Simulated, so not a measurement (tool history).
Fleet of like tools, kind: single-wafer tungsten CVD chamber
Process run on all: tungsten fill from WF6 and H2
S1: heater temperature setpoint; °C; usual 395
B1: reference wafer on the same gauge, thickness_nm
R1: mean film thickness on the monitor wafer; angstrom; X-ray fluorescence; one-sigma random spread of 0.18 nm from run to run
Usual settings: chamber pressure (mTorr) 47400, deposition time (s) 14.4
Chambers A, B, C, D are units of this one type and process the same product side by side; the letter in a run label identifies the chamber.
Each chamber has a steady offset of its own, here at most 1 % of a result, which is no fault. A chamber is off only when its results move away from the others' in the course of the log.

{"run": "1A", "day": 0.35, "S1": 395, "chamber pressure (mTorr)": 47400, "deposition time (s)": 14.4, "B1": 51.117, "R1": 467.57}
{"run": "2B", "day": 0.988, "S1": 395, "chamber pressure (mTorr)": 47400, "deposition time (s)": 14.4, "B1": 51.109, "R1": 468.04}
{"run": "3D", "day": 1.371, "S1": 395, "chamber pressure (mTorr)": 47400, "deposition time (s)": 14.4, "B1": 51.096, "R1": 473.21}
{"run": "4C", "day": 1.696, "S1": 395, "chamber pressure (mTorr)": 47400, "deposition time (s)": 14.4, "B1": 51.084, "R1": 467.99}
{"run": "5A", "day": 2.017, "S1": 395, "chamber pressure (mTorr)": 47400, "deposition time (s)": 14.4, "B1": 51.091, "R1": 467.07}
{"day": 2.375, "done": "chamber D: thermocouple changed; heater temperature recalibrated"}
{"run": "6D", "day": 2.562, "S1": 395, "chamber pressure (mTorr)": 47400, "deposition time (s)": 14.4, "B1": 51.063, "R1": 469.29}
{"day": 2.683, "done": "chamber C: thermocouple changed; heater temperature recalibrated"}
{"day": 2.804, "done": "chamber B: thermocouple changed; heater temperature recalibrated"}
{"run": "7C", "day": 3.188, "S1": 384, "chamber pressure (mTorr)": 47400, "deposition time (s)": 14.4, "B1": 51.066, "R1": 382.07}
{"run": "8B", "day": 3.696, "S1": 384, "chamber pressure (mTorr)": 47400, "deposition time (s)": 14.4, "B1": 51.105, "R1": 380.34}
{"run": "9C", "day": 4.225, "S1": 384, "chamber pressure (mTorr)": 47400, "deposition time (s)": 14.4, "B1": 51.101, "R1": 379.46}
{"run": "10A", "day": 4.679, "S1": 384, "chamber pressure (mTorr)": 47400, "deposition time (s)": 14.4, "B1": 51.097, "R1": 379.87}
{"run": "11D", "day": 5.067, "S1": 395, "chamber pressure (mTorr)": 47400, "deposition time (s)": 14.4, "B1": 51.085, "R1": 468.74}
{"run": "12B", "day": 5.629, "S1": 395, "chamber pressure (mTorr)": 47400, "deposition time (s)": 14.4, "B1": 51.125, "R1": 468.9}
{"run": "13D", "day": 6.275, "S1": 395, "chamber pressure (mTorr)": 47400, "deposition time (s)": 14.4, "B1": 51.124, "R1": 469.14}
{"run": "14A", "day": 6.779, "S1": 395, "chamber pressure (mTorr)": 47400, "deposition time (s)": 14.4, "B1": 51.132, "R1": 468.43}
{"run": "15B", "day": 7.375, "S1": 395, "chamber pressure (mTorr)": 47400, "deposition time (s)": 14.4, "B1": 51.027, "R1": 466.55}
{"run": "16C", "day": 7.883, "S1": 381, "chamber pressure (mTorr)": 47400, "deposition time (s)": 14.4, "B1": 51.132, "R1": 358.67}
{"run": "17B", "day": 8.367, "S1": 381, "chamber pressure (mTorr)": 47400, "deposition time (s)": 14.4, "B1": 51.095, "R1": 357.67}
{"run": "18A", "day": 8.8, "S1": 381, "chamber pressure (mTorr)": 47400, "deposition time (s)": 14.4, "B1": 51.091, "R1": 359.7}
{"run": "19C", "day": 9.188, "S1": 381, "chamber pressure (mTorr)": 47400, "deposition time (s)": 14.4, "B1": 51.038, "R1": 360.69}
{"run": "20D", "day": 9.821, "S1": 395, "chamber pressure (mTorr)": 47400, "deposition time (s)": 16.5, "B1": 51.131, "R1": 538.3}
{"run": "21D", "day": 10.3, "S1": 395, "chamber pressure (mTorr)": 47400, "deposition time (s)": 16.5, "B1": 51.098, "R1": 538.57}
{"run": "22A", "day": 10.712, "S1": 395, "chamber pressure (mTorr)": 47400, "deposition time (s)": 16.5, "B1": 51.047, "R1": 538.48}
{"run": "23C", "day": 11.333, "S1": 395, "chamber pressure (mTorr)": 47400, "deposition time (s)": 16.5, "B1": 51.089, "R1": 536.02}
{"run": "24B", "day": 12.008, "S1": 395, "chamber pressure (mTorr)": 55800, "deposition time (s)": 16.9, "B1": 51.063, "R1": 591.5}
{"run": "25D", "day": 12.375, "S1": 395, "chamber pressure (mTorr)": 55800, "deposition time (s)": 16.9, "B1": 51.121, "R1": 600.97}
{"run": "26A", "day": 12.962, "S1": 395, "chamber pressure (mTorr)": 55800, "deposition time (s)": 16.9, "B1": 51.066, "R1": 590.94}
{"run": "27B", "day": 13.446, "S1": 395, "chamber pressure (mTorr)": 55800, "deposition time (s)": 16.9, "B1": 51.066, "R1": 593.76}
{"run": "28C", "day": 13.812, "S1": 395, "chamber pressure (mTorr)": 47400, "deposition time (s)": 14.4, "B1": 51.122, "R1": 471.33}
{"run": "29B", "day": 14.438, "S1": 395, "chamber pressure (mTorr)": 38300, "deposition time (s)": 14.4, "B1": 51.126, "R1": 421.88}
{"run": "30A", "day": 15.008, "S1": 395, "chamber pressure (mTorr)": 38300, "deposition time (s)": 14.4, "B1": 51.125, "R1": 425.51}
{"run": "31D", "day": 15.675, "S1": 395, "chamber pressure (mTorr)": 38300, "deposition time (s)": 14.4, "B1": 51.089, "R1": 424.99}
{"run": "32C", "day": 16.112, "S1": 395, "chamber pressure (mTorr)": 38300, "deposition time (s)": 14.4, "B1": 51.107, "R1": 426.07}
{"run": "33A", "day": 16.525, "S1": 382, "chamber pressure (mTorr)": 47400, "deposition time (s)": 14.4, "B1": 51.133, "R1": 365.94}
{"run": "34B", "day": 16.996, "S1": 382, "chamber pressure (mTorr)": 47400, "deposition time (s)": 14.4, "B1": 51.087, "R1": 365.49}

The same settings go to every chamber for the next run, one line per chamber below. Forecast the results for each:
{"run": "35A", "day": 17.483, "S1": 395, "chamber pressure (mTorr)": 47400, "deposition time (s)": 14.4, "R1": "?"}
{"run": "35B", "day": 17.483, "S1": 395, "chamber pressure (mTorr)": 47400, "deposition time (s)": 14.4, "R1": "?"}
{"run": "35C", "day": 17.483, "S1": 395, "chamber pressure (mTorr)": 47400, "deposition time (s)": 14.4, "R1": "?"}
{"run": "35D", "day": 17.483, "S1": 395, "chamber pressure (mTorr)": 47400, "deposition time (s)": 14.4, "R1": "?"}

run=35A R1=466.51
run=35B R1=468.53
run=35C R1=464.83
run=35D R1=467.76
